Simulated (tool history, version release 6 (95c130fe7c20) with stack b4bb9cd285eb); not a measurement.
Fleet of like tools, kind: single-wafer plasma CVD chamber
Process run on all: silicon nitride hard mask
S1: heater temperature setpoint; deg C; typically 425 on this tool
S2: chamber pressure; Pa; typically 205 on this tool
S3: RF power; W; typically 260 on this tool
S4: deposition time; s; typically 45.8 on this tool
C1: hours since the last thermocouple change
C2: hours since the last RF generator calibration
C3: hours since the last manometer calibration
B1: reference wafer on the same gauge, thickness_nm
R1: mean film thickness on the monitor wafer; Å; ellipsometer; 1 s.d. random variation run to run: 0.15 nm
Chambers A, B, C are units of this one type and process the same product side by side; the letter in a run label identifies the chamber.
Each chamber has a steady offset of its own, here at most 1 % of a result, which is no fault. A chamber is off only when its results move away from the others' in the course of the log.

{"run": "1A", "hour": 6.8, "S1": 425, "S2": 205, "S3": 260, "S4": 45.8, "C1": 619.5, "C2": 804.4, "C3": 1514.1, "B1": 39.674, "R1": 467.7}
{"run": "2C", "hour": 14.0, "S1": 425, "S2": 205, "S3": 260, "S4": 45.8, "C1": 309.1, "C2": 722.6, "C3": 831.6, "B1": 39.72, "R1": 466.29}
{"run": "3B", "hour": 21.6, "S1": 425, "S2": 205, "S3": 260, "S4": 45.8, "C1": 2438.1, "C2": 1478.9, "C3": 522.6, "B1": 39.685, "R1": 471.34}
{"run": "4B", "hour": 29.3, "S1": 425, "S2": 205, "S3": 260, "S4": 45.8, "C1": 2445.8, "C2": 1486.6, "C3": 530.3, "B1": 39.715, "R1": 471.42}
{"run": "5C", "hour": 34.8, "S1": 425, "S2": 205, "S3": 260, "S4": 45.8, "C1": 329.9, "C2": 743.4, "C3": 852.4, "B1": 39.718, "R1": 462.81}
{"run": "6A", "hour": 39.8, "S1": 425, "S2": 205, "S3": 260, "S4": 45.8, "C1": 652.5, "C2": 837.4, "C3": 1547.1, "B1": 39.724, "R1": 469.05}
{"run": "7A", "hour": 46.8, "S1": 425, "S2": 205, "S3": 260, "S4": 40.3, "C1": 659.5, "C2": 844.4, "C3": 1554.1, "B1": 39.725, "R1": 411.88}
{"run": "8C", "hour": 53.5, "S1": 425, "S2": 205, "S3": 260, "S4": 40.3, "C1": 348.6, "C2": 762.1, "C3": 871.1, "B1": 39.707, "R1": 411.0}
{"run": "9B", "hour": 58.4, "S1": 425, "S2": 205, "S3": 260, "S4": 40.3, "C1": 2474.9, "C2": 1515.7, "C3": 559.4, "B1": 39.695, "R1": 413.82}
{"hour": 59.5, "done": "chamber B: thermocouple changed; heater temperature recalibrated"}
{"run": "10C", "hour": 63.6, "S1": 425, "S2": 205, "S3": 260, "S4": 45.8, "C1": 358.7, "C2": 772.2, "C3": 881.2, "B1": 39.709, "R1": 464.43}
{"run": "11B", "hour": 71.7, "S1": 425, "S2": 205, "S3": 260, "S4": 45.8, "C1": 12.2, "C2": 1529.0, "C3": 572.7, "B1": 39.724, "R1": 472.16}
{"run": "12A", "hour": 78.5, "S1": 425, "S2": 205, "S3": 260, "S4": 45.8, "C1": 691.2, "C2": 876.1, "C3": 1585.8, "B1": 39.683, "R1": 465.06}
{"run": "13B", "hour": 85.6, "S1": 425, "S2": 205, "S3": 260, "S4": 45.8, "C1": 26.1, "C2": 1542.9, "C3": 586.6, "B1": 39.704, "R1": 469.99}
{"run": "14A", "hour": 92.4, "S1": 425, "S2": 205, "S3": 260, "S4": 45.8, "C1": 705.1, "C2": 890.0, "C3": 1599.7, "B1": 39.716, "R1": 461.75}
{"run": "15C", "hour": 98.8, "S1": 425, "S2": 205, "S3": 260, "S4": 45.8, "C1": 393.9, "C2": 807.4, "C3": 916.4, "B1": 39.699, "R1": 465.44}
{"run": "16C", "hour": 103.6, "S1": 425, "S2": 205, "S3": 260, "S4": 45.8, "C1": 398.7, "C2": 812.2, "C3": 921.2, "B1": 39.725, "R1": 466.81}
{"run": "17A", "hour": 111.1, "S1": 425, "S2": 205, "S3": 260, "S4": 45.8, "C1": 723.8, "C2": 908.7, "C3": 1618.4, "B1": 39.709, "R1": 459.32}
{"run": "18B", "hour": 119.8, "S1": 425, "S2": 205, "S3": 260, "S4": 45.8, "C1": 60.3, "C2": 1577.1, "C3": 620.8, "B1": 39.697, "R1": 471.04}
{"run": "19A", "hour": 126.2, "S1": 425, "S2": 205, "S3": 260, "S4": 45.8, "C1": 738.9, "C2": 923.8, "C3": 1633.5, "B1": 39.716, "R1": 455.55}
{"run": "20C", "hour": 132.3, "S1": 425, "S2": 205, "S3": 260, "S4": 45.8, "C1": 427.4, "C2": 840.9, "C3": 949.9, "B1": 39.71, "R1": 464.51}
{"run": "21B", "hour": 141.0, "S1": 425, "S2": 205, "S3": 260, "S4": 45.8, "C1": 81.5, "C2": 1598.3, "C3": 642.0, "B1": 39.729, "R1": 472.09}
{"run": "22A", "hour": 149.2, "S1": 425, "S2": 205, "S3": 260, "S4": 40.4, "C1": 761.9, "C2": 946.8, "C3": 1656.5, "B1": 39.678, "R1": 399.91}
{"run": "23C", "hour": 154.9, "S1": 425, "S2": 205, "S3": 260, "S4": 40.4, "C1": 450.0, "C2": 863.5, "C3": 972.5, "B1": 39.686, "R1": 410.08}
{"run": "24B", "hour": 159.6, "S1": 425, "S2": 205, "S3": 260, "S4": 40.4, "C1": 100.1, "C2": 1616.9, "C3": 660.6, "B1": 39.697, "R1": 413.67}
{"run": "25A", "hour": 167.7, "S1": 425, "S2": 205, "S3": 260, "S4": 45.8, "C1": 780.4, "C2": 965.3, "C3": 1675.0, "B1": 39.707, "R1": 449.93}

Each of the 3 chambers runs these same settings next. Fill in every chamber's results:
{"run": "26A", "hour": 174.7, "S1": 425, "S2": 205, "S3": 260, "S4": 45.8, "R1": "?"}
{"run": "26B", "hour": 174.7, "S1": 425, "S2": 205, "S3": 260, "S4": 45.8, "R1": "?"}
{"run": "26C", "hour": 174.7, "S1": 425, "S2": 205, "S3": 260, "S4": 45.8, "R1": "?"}

run=26A R1=448.22
run=26B R1=471.78
run=26C R1=465.98
